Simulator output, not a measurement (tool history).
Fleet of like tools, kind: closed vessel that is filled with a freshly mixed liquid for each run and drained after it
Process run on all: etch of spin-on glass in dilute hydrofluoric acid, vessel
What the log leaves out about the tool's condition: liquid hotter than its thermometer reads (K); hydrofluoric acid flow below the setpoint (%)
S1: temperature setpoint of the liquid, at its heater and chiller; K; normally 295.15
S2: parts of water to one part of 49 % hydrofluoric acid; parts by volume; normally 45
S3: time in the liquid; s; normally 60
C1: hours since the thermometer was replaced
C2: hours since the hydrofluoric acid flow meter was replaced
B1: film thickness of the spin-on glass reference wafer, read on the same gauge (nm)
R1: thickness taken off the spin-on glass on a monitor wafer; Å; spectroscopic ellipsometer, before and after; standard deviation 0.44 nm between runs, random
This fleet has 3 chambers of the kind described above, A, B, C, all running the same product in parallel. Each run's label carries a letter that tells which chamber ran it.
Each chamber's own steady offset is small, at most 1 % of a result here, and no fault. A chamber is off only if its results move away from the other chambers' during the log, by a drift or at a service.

Run 1C, hour 5.7: usual settings; C1 996.9; C2 327.3; B1 80.008. Result: R1 788.1 Å.
Run 2B, hour 12.3: usual settings; C1 620.2; C2 944.5; B1 80.001. Result: R1 778.03 Å.
Run 3A, hour 15.9: usual settings; C1 532.3; C2 68.6; B1 80.041. Result: R1 783.61 Å.
Run 4B, hour 22.6: usual settings; C1 630.5; C2 954.8; B1 79.987. Result: R1 769.59 Å.
Run 5A, hour 27.7: usual settings but S2 35 parts by volume, S3 45 s; C1 544.1; C2 80.4; B1 79.99. Result: R1 768.17 Å.
Run 6C, hour 34.7: usual settings but S2 35 parts by volume, S3 45 s; C1 1025.9; C2 356.3; B1 80.013. Result: R1 767.25 Å.
Run 7A, hour 41.6: usual settings but S2 35 parts by volume, S3 45 s; C1 558; C2 94.3; B1 80.022. Result: R1 767.87 Å.
Run 8B, hour 48.2: usual settings but S1 297.15 K, S3 50 s; C1 656.1; C2 980.4; B1 80.03. Result: R1 700.22 Å.
Run 9C, hour 54.7: usual settings but S1 297.15 K, S3 50 s; C1 1045.9; C2 376.3; B1 80.015. Result: R1 721.5 Å.
Run 10C, hour 61: usual settings but S1 297.15 K, S3 50 s; C1 1052.2; C2 382.6; B1 80.021. Result: R1 723.62 Å.
Run 11B, hour 64.1: usual settings; C1 672; C2 996.3; B1 79.97. Result: R1 780.73 Å.
Run 12A, hour 68.7: usual settings; C1 585.1; C2 121.4; B1 79.998. Result: R1 786.65 Å.
Run 13C, hour 72.7: usual settings; C1 1063.9; C2 394.3; B1 79.997. Result: R1 787.65 Å.
Run 14B, hour 78.8: usual settings; C1 686.7; C2 1011; B1 80.016. Result: R1 781.81 Å.
Run 15A, hour 85.7: usual settings; C1 602.1; C2 138.4; B1 79.991. Result: R1 786.61 Å.
Run 16A, hour 89: usual settings but S2 55 parts by volume; C1 605.4; C2 141.7; B1 80.014. Result: R1 642.47 Å.
Run 17C, hour 94.1: usual settings but S2 55 parts by volume; C1 1085.3; C2 415.7; B1 80.012. Result: R1 628.94 Å.
Run 18B, hour 101.2: usual settings but S2 55 parts by volume; C1 709.1; C2 1033.4; B1 79.971. Result: R1 632.69 Å.
Run 19A, hour 104.4: usual settings; C1 620.8; C2 157.1; B1 79.996. Result: R1 788.17 Å.
Run 20B, hour 111.1: usual settings; C1 719; C2 1043.3; B1 79.984. Result: R1 774.33 Å.
Run 21C, hour 114.4: usual settings; C1 1105.6; C2 436; B1 80.01. Result: R1 769.92 Å.
Run 22A, hour 118.6: usual settings; C1 635; C2 171.3; B1 80.009. Result: R1 783.88 Å.
Run 23B, hour 124.5: usual settings; C1 732.4; C2 1056.7; B1 80.036. Result: R1 781.59 Å.
Run 24C, hour 130.3: usual settings; C1 1121.5; C2 451.9; B1 79.995. Result: R1 754.28 Å.
Run 25C, hour 133.4: usual settings; C1 1124.6; C2 455; B1 79.985. Result: R1 758.32 Å.
Run 26A, hour 138.3: usual settings; C1 654.7; C2 191; B1 79.996. Result: R1 787.67 Å.
Run 27B, hour 143.1: usual settings; C1 751; C2 1075.3; B1 79.997. Result: R1 773.05 Å.
Run 28C, hour 146.6: usual settings; C1 1137.8; C2 468.2; B1 80.019. Result: R1 745.95 Å.
Run 29A, hour 153.6: usual settings; C1 670; C2 206.3; B1 79.983. Result: R1 781.87 Å.
Run 30B, hour 159.3: usual settings; C1 767.2; C2 1091.5; B1 80. Result: R1 780.76 Å.
Run 31B, hour 163: usual settings; C1 770.9; C2 1095.2; B1 80.022. Result: R1 777.29 Å.
Run 32C, hour 168.1: usual settings; C1 1159.3; C2 489.7; B1 79.979. Result: R1 737.65 Å.
Run 33A, hour 172.7: usual settings but S1 292.15 K, S2 50 parts by volume; C1 689.1; C2 225.4; B1 79.996. Result: R1 618.21 Å.
Run 34A, hour 179.4: usual settings but S1 292.15 K, S2 50 parts by volume; C1 695.8; C2 232.1; B1 80.035. Result: R1 618.57 Å.
Run 35B, hour 183.6: usual settings but S1 292.15 K, S2 50 parts by volume; C1 791.5; C2 1115.8; B1 79.983. Result: R1 606.81 Å.

Does one chamber stand apart from the rest, does the shared gauge drift, or is all well apart from small per-chamber offsets? Give the chamber and the most likely cause, where there is one.

It is chamber C that slowly wanders off from its peers.
Cause: hydrofluoric acid flow below the setpoint (%) = 7.24.
The log may not tell that from: liquid colder than its thermometer reads (K).

Chamber C could run next with any of the 4 candidate recipes listed below; each alters the usual settings, and their results appear as question marks. Which one brings its results back in line with what the other chambers deliver on the usual settings?
Counts as in line when no further than this from what the other chambers average on the usual settings: R1 15 Å
Run 36C-1, hour 188.7: usual settings but S1 296.65 K. Result: R1 ?.
Run 36C-2, hour 188.7: usual settings but S1 294.65 K. Result: R1 ?.
Run 36C-3, hour 188.7: usual settings but S1 293.65 K. Result: R1 ?.
Run 36C-4, hour 188.7: usual settings but S1 295.65 K. Result: R1 ?.

Usual-settings mean across the other chambers: R1 780.46 Å
  run      R1
36C-1  777.68
36C-2  714.61
36C-3  684.52
36C-4  745.45
With 36C-1, the chamber falls back in line with the rest.
